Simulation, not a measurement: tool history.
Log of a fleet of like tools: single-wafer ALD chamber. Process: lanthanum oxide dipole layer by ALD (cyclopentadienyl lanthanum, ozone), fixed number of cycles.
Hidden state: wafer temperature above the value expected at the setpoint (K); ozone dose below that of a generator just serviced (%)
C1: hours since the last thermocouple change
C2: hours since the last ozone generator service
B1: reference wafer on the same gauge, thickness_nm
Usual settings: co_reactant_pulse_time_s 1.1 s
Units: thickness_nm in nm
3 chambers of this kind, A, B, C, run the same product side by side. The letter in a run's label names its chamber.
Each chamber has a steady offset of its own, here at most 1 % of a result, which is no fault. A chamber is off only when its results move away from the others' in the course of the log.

run 1A hour=3.9 | co_reactant_pulse_time_s=1.1 | C1=1007 C2=659.4 | B1=0.52008 | thickness_nm=0.51771
run 2B hour=8.1 | co_reactant_pulse_time_s=1.1 | C1=870.6 C2=841.3 | B1=0.52042 | thickness_nm=0.51408
run 3C hour=11.8 | co_reactant_pulse_time_s=1.1 | C1=73.7 C2=397.3 | B1=0.51995 | thickness_nm=0.51434
run 4C hour=16.1 | co_reactant_pulse_time_s=1.1 | C1=78 C2=401.6 | B1=0.51995 | thickness_nm=0.51807
run 5A hour=18.6 | co_reactant_pulse_time_s=1.1 | C1=1021.7 C2=674.1 | B1=0.51979 | thickness_nm=0.51784
run 6B hour=22.3 | co_reactant_pulse_time_s=1.1 | C1=884.8 C2=855.5 | B1=0.51977 | thickness_nm=0.51288
run 7A hour=24.4 | co_reactant_pulse_time_s=1.1 | C1=1027.5 C2=679.9 | B1=0.52048 | thickness_nm=0.52106
run 8C hour=28 | co_reactant_pulse_time_s=1.1 | C1=89.9 C2=413.5 | B1=0.51995 | thickness_nm=0.51417
run 9B hour=31 | co_reactant_pulse_time_s=1.1 | C1=893.5 C2=864.2 | B1=0.52011 | thickness_nm=0.51272
run 10C hour=34.5 | co_reactant_pulse_time_s=1.1 | C1=96.4 C2=420 | B1=0.52048 | thickness_nm=0.51905
run 11A hour=37.5 | co_reactant_pulse_time_s=1.3 | C1=1040.6 C2=693 | B1=0.52013 | thickness_nm=0.5437
run 12B hour=40.7 | co_reactant_pulse_time_s=1.3 | C1=903.2 C2=873.9 | B1=0.51951 | thickness_nm=0.53311
run 13A hour=44.5 | co_reactant_pulse_time_s=1.3 | C1=1047.6 C2=700 | B1=0.52006 | thickness_nm=0.53749
run 14B hour=47 | co_reactant_pulse_time_s=1.1 | C1=909.5 C2=880.2 | B1=0.5201 | thickness_nm=0.50973
run 15C hour=50.1 | co_reactant_pulse_time_s=1.1 | C1=112 C2=435.6 | B1=0.52015 | thickness_nm=0.51571
run 16B hour=54.3 | co_reactant_pulse_time_s=1.1 | C1=916.8 C2=887.5 | B1=0.51992 | thickness_nm=0.50874
run 17A hour=57 | co_reactant_pulse_time_s=1.1 | C1=1060.1 C2=712.5 | B1=0.5199 | thickness_nm=0.51716
run 18C hour=60.6 | co_reactant_pulse_time_s=1.35 | C1=122.5 C2=446.1 | B1=0.52008 | thickness_nm=0.54371
run 19C hour=63.3 | co_reactant_pulse_time_s=1.35 | C1=125.2 C2=448.8 | B1=0.51992 | thickness_nm=0.54385
run 20B hour=65.4 | co_reactant_pulse_time_s=1.35 | C1=927.9 C2=898.6 | B1=0.51988 | thickness_nm=0.541
run 21A hour=68.5 | co_reactant_pulse_time_s=1.1 | C1=1071.6 C2=724 | B1=0.51981 | thickness_nm=0.51679
run 22B hour=71 | co_reactant_pulse_time_s=1.1 | C1=933.5 C2=904.2 | B1=0.51992 | thickness_nm=0.51221
run 23C hour=74.9 | co_reactant_pulse_time_s=1.1 | C1=136.8 C2=460.4 | B1=0.51992 | thickness_nm=0.51721
run 24A hour=79 | co_reactant_pulse_time_s=1.1 | C1=1082.1 C2=734.5 | B1=0.52039 | thickness_nm=0.51608
run 25B hour=81.2 | co_reactant_pulse_time_s=1.1 | C1=943.7 C2=914.4 | B1=0.52005 | thickness_nm=0.50889
run 26A hour=84.5 | co_reactant_pulse_time_s=1.1 | C1=1087.6 C2=740 | B1=0.52009 | thickness_nm=0.51223
run 27C hour=88.6 | co_reactant_pulse_time_s=1.1 | C1=150.5 C2=474.1 | B1=0.52002 | thickness_nm=0.51611
run 28C hour=91 | co_reactant_pulse_time_s=1.1 | C1=152.9 C2=476.5 | B1=0.51977 | thickness_nm=0.51819

Next, every chamber runs the same settings. What will each give?
run 29A hour=94.3 | co_reactant_pulse_time_s=0.97 | thickness_nm=?
run 29B hour=94.3 | co_reactant_pulse_time_s=0.97 | thickness_nm=?
run 29C hour=94.3 | co_reactant_pulse_time_s=0.97 | thickness_nm=?

run=29A thickness_nm=0.49505
run=29B thickness_nm=0.49093
run=29C thickness_nm=0.49562
